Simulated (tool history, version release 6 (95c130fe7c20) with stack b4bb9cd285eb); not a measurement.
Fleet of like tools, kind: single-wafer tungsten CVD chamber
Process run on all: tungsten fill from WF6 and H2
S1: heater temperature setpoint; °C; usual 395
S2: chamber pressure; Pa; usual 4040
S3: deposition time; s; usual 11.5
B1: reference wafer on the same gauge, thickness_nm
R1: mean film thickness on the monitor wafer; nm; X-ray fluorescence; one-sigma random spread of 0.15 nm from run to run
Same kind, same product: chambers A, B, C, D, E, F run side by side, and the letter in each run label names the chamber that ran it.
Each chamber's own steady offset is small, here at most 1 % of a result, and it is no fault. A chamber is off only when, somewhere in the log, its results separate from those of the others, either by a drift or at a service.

{"run": "1D", "day": 0.275, "S1": 395, "S2": 4040, "S3": 11.5, "B1": 25.721, "R1": 30.473}
{"run": "2E", "day": 0.592, "S1": 395, "S2": 4040, "S3": 11.5, "B1": 25.703, "R1": 30.482}
{"run": "3B", "day": 1.012, "S1": 395, "S2": 4040, "S3": 11.5, "B1": 25.699, "R1": 30.551}
{"run": "4A", "day": 1.208, "S1": 395, "S2": 4040, "S3": 11.5, "B1": 25.72, "R1": 30.787}
{"run": "5F", "day": 1.633, "S1": 395, "S2": 4426, "S3": 11.5, "B1": 25.694, "R1": 31.541}
{"run": "6C", "day": 1.946, "S1": 395, "S2": 4426, "S3": 11.5, "B1": 25.698, "R1": 31.757}
{"run": "7A", "day": 2.192, "S1": 395, "S2": 4426, "S3": 11.5, "B1": 25.701, "R1": 32.123}
{"run": "8F", "day": 2.575, "S1": 395, "S2": 4426, "S3": 11.5, "B1": 25.694, "R1": 31.711}
{"run": "9B", "day": 2.854, "S1": 395, "S2": 4426, "S3": 11.5, "B1": 25.694, "R1": 31.61}
{"run": "10C", "day": 3.217, "S1": 395, "S2": 4426, "S3": 11.5, "B1": 25.68, "R1": 31.765}
{"run": "11D", "day": 3.558, "S1": 395, "S2": 4040, "S3": 11.5, "B1": 25.667, "R1": 30.894}
{"run": "12E", "day": 3.925, "S1": 395, "S2": 4040, "S3": 11.5, "B1": 25.708, "R1": 30.603}
{"run": "13E", "day": 4.329, "S1": 395, "S2": 4040, "S3": 11.5, "B1": 25.666, "R1": 30.641}
{"run": "14C", "day": 4.583, "S1": 395, "S2": 4040, "S3": 11.5, "B1": 25.713, "R1": 30.522}
{"run": "15B", "day": 4.808, "S1": 404, "S2": 4040, "S3": 13.6, "B1": 25.713, "R1": 42.46}
{"day": 4.846, "done": "chamber C: thermocouple changed; heater temperature recalibrated"}
{"run": "16F", "day": 5.146, "S1": 404, "S2": 4040, "S3": 13.6, "B1": 25.712, "R1": 42.31}
{"run": "17D", "day": 5.558, "S1": 404, "S2": 4040, "S3": 13.6, "B1": 25.67, "R1": 43.032}
{"run": "18A", "day": 5.833, "S1": 404, "S2": 4040, "S3": 13.6, "B1": 25.661, "R1": 43.044}
{"day": 5.946, "done": "chamber F: thermocouple changed; heater temperature recalibrated"}
{"run": "19D", "day": 6.129, "S1": 404, "S2": 4040, "S3": 13.6, "B1": 25.721, "R1": 42.824}
{"run": "20A", "day": 6.538, "S1": 404, "S2": 4040, "S3": 13.6, "B1": 25.704, "R1": 42.971}
{"run": "21B", "day": 6.746, "S1": 395, "S2": 4040, "S3": 11.5, "B1": 25.7, "R1": 30.474}
{"run": "22E", "day": 6.988, "S1": 395, "S2": 4040, "S3": 11.5, "B1": 25.737, "R1": 30.061}
{"run": "23C", "day": 7.179, "S1": 404, "S2": 4813, "S3": 11.5, "B1": 25.654, "R1": 38.953}
{"run": "24F", "day": 7.471, "S1": 404, "S2": 4813, "S3": 11.5, "B1": 25.695, "R1": 38.818}
{"run": "25B", "day": 7.833, "S1": 404, "S2": 4813, "S3": 11.5, "B1": 25.686, "R1": 38.81}
{"run": "26E", "day": 8.104, "S1": 404, "S2": 4813, "S3": 11.5, "B1": 25.702, "R1": 38.135}
{"run": "27A", "day": 8.492, "S1": 404, "S2": 4813, "S3": 11.5, "B1": 25.699, "R1": 39.402}
{"run": "28F", "day": 8.85, "S1": 404, "S2": 4813, "S3": 11.5, "B1": 25.729, "R1": 38.853}
{"run": "29C", "day": 9.146, "S1": 395, "S2": 4040, "S3": 11.5, "B1": 25.693, "R1": 30.273}
{"run": "30D", "day": 9.508, "S1": 395, "S2": 4040, "S3": 11.5, "B1": 25.693, "R1": 30.482}
{"day": 9.529, "done": "chamber B: capacitance manometer re-zeroed and calibrated"}
{"run": "31D", "day": 9.729, "S1": 395, "S2": 4040, "S3": 11.5, "B1": 25.656, "R1": 30.69}
{"run": "32C", "day": 10.108, "S1": 395, "S2": 4040, "S3": 10.1, "B1": 25.693, "R1": 26.718}
{"run": "33B", "day": 10.383, "S1": 395, "S2": 4040, "S3": 10.1, "B1": 25.724, "R1": 26.707}
{"run": "34F", "day": 10.625, "S1": 395, "S2": 4040, "S3": 10.1, "B1": 25.695, "R1": 26.709}
{"run": "35A", "day": 10.979, "S1": 395, "S2": 4040, "S3": 10.1, "B1": 25.692, "R1": 26.66}
{"run": "36E", "day": 11.425, "S1": 395, "S2": 4040, "S3": 10.1, "B1": 25.718, "R1": 25.657}
{"run": "37C", "day": 11.821, "S1": 395, "S2": 4040, "S3": 10.1, "B1": 25.72, "R1": 26.638}
{"run": "38A", "day": 12.158, "S1": 395, "S2": 4040, "S3": 11.5, "B1": 25.708, "R1": 30.573}
{"run": "39B", "day": 12.596, "S1": 395, "S2": 4040, "S3": 11.5, "B1": 25.713, "R1": 30.54}
{"run": "40D", "day": 12.938, "S1": 395, "S2": 4040, "S3": 11.5, "B1": 25.701, "R1": 30.7}
{"run": "41E", "day": 13.275, "S1": 395, "S2": 4040, "S3": 11.5, "B1": 25.703, "R1": 29.111}

Is one chamber off against the others, does the gauge drift, or is nothing wrong? If a chamber is off, say which, and what the likeliest cause is.

One chamber, E, drifts off from the rest bit by bit.
Cause: wafer temperature below the value expected at the setpoint (K) = 2.9.

Below are 4 candidate recipes for chamber E's next run, each the usual settings with a change, their results shown as question marks. Which of them brings E's results back in line with what the other chambers give on the usual settings?
A result is in line if it is within this distance of the other chambers' mean on the usual settings: R1 0.53 nm
{"run": "42E-1", "day": 13.592, "S1": 395, "S2": 4040, "S3": 12.1, "R1": "?"}
{"run": "42E-2", "day": 13.592, "S1": 395, "S2": 4053, "S3": 11.6, "R1": "?"}
{"run": "42E-3", "day": 13.592, "S1": 395, "S2": 3626, "S3": 11.5, "R1": "?"}
{"run": "42E-4", "day": 13.592, "S1": 394, "S2": 4040, "S3": 11.5, "R1": "?"}

The mean the other chambers reach with the usual settings: R1 30.538 nm
run=42E-1 R1=30.565
run=42E-2 R1=29.344
run=42E-3 R1=27.556
run=42E-4 R1=28.505
The answer is 42E-1, which returns the chamber to within the allowed miss of the others.
